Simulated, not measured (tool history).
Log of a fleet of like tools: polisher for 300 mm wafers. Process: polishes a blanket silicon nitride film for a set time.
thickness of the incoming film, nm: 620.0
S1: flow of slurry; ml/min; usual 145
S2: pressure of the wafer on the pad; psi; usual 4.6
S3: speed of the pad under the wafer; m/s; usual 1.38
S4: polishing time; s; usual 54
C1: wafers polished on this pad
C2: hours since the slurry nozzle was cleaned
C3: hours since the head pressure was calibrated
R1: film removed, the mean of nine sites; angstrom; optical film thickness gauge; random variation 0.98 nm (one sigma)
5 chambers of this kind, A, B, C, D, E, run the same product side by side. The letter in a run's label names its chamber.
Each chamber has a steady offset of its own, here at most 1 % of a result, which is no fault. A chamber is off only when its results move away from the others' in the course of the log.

run   hour   S1   S2    S3  S4    C1     C2     C3      R1
 1C    4.5  145  4.6  1.38  54   511  342.3  262.1  1625.8
 2B    8.8  145  4.6  1.38  54  1082  390.9   73.9  1627.6
      14.2  -- chamber B: worn pad replaced by a new one
 3D   16.7  145  4.6  1.38  54   471  233.9  470.1  1618.6
      19.4  -- chamber A: worn pad replaced by a new one
 4A   22.2  145  4.6  1.38  54    43  527.4  703.3  1624.9
 5E   26.0  145  4.6  1.38  54   564  141.8  359.1  1634.4
      30.6  -- chamber E: worn pad replaced by a new one
 6B   32.4  145  4.6  1.38  54   280  414.5   97.5  1610.2
 7E   40.5  145  4.6  1.38  54   152  156.3  373.6  1640.0
      45.1  -- chamber C: worn pad replaced by a new one
 8D   46.5  145  4.6  1.38  54   929  263.7  499.9  1609.9
 9A   50.1  145  4.6  1.38  54   471  555.3  731.2  1628.7
      52.6  -- chamber E: head pressure recalibrated
10C   54.3  145  4.6  1.38  54   141  392.1  311.9  1607.6
11E   60.4  165  5.8  1.38  54   458  176.2    7.9  2069.7
12A   66.2  165  5.8  1.38  54   719  571.4  747.3  2089.9
      70.0  -- chamber D: head pressure recalibrated
13D   73.9  165  5.8  1.38  54  1350  291.1    4.0  2054.4
      76.4  -- chamber E: worn pad replaced by a new one
14B   77.7  165  5.8  1.38  54   977  459.8  142.8  2084.6
15C   82.0  165  5.8  1.38  54   567  419.8  339.6  2084.5
16D   86.5  145  4.6  1.38  54  1544  303.7   16.6  1603.4
      90.6  -- chamber B: worn pad replaced by a new one
17C   94.7  145  4.6  1.38  54   762  432.5  352.3  1627.6
      96.4  -- chamber A: worn pad replaced by a new one
18B  101.5  145  4.6  1.38  54   168  483.6  166.6  1605.9
19A  106.9  145  4.6  1.06  66   162  612.1  788.0  1610.3
     115.2  -- chamber C: worn pad replaced by a new one
20E  115.2  145  4.6  1.06  66   597  231.0   62.7  1639.5
     116.5  -- chamber E: worn pad replaced by a new one
21C  121.6  145  4.6  1.06  66    99  459.4  379.2  1612.1
22A  128.9  145  4.6  1.06  66   500  634.1  810.0  1609.4
23D  133.9  145  4.6  1.06  66  2272  351.1   64.0  1556.7
24E  137.5  145  4.6  1.38  54   323  253.3   85.0  1619.0
25B  143.7  145  3.3  1.38  72   817  525.8  208.8  1550.4
     146.1  -- chamber D: slurry nozzle cleaned
26E  147.3  145  3.3  1.38  72   474  263.1   94.8  1561.2
     148.7  -- chamber B: slurry nozzle cleaned
     149.2  -- chamber C: head pressure recalibrated
     150.3  -- chamber E: worn pad replaced by a new one
27A  155.2  145  3.3  1.38  72   905  660.4  836.3  1569.0
28D  161.8  145  3.3  1.38  72  2701   15.7   91.9  1474.4
29C  168.2  145  3.3  1.38  72   816  506.0   19.0  1542.0
30B  174.9  145  4.6  1.38  54  1296   26.2  240.0  1601.4
     181.8  -- chamber B: worn pad replaced by a new one
31D  181.9  145  4.6  1.38  54  3010   35.8  112.0  1532.0
32E  187.1  145  4.6  1.38  54   565  302.9  134.6  1623.7
33B  190.9  145  4.6  1.38  43   139   42.2  256.0  1300.6
     194.3  -- chamber A: worn pad replaced by a new one
34A  199.0  145  4.6  1.38  43    73  704.2  880.1  1294.6

Is one chamber off against the others, does the gauge drift, or is nothing wrong? If a chamber is off, say which, and what the likeliest cause is.

Chamber D drifts away from the others.
Cause: removal rate lost through wear of the pad, % = 4.95.

Here are 4 candidates for chamber D's next run, each the usual settings with a change, their results left as question marks. Which one brings its results back in line with what the others give on the usual settings?
In line means no further than this from the other chambers' mean on the usual settings: R1 34.0 angstrom
35D-1  204.9  145  4.6  1.42  56               ?
35D-2  204.9  145  4.6  1.38  53               ?
35D-3  204.9  145  4.5  1.36  53               ?
35D-4  204.9  145  4.7  1.38  54               ?

The other chambers' mean on the usual settings: R1 1627.5 angstrom
  run      R1
35D-1  1631.9
35D-2  1509.9
35D-3  1459.6
35D-4  1572.2
35D-1 brings the chamber back in line.

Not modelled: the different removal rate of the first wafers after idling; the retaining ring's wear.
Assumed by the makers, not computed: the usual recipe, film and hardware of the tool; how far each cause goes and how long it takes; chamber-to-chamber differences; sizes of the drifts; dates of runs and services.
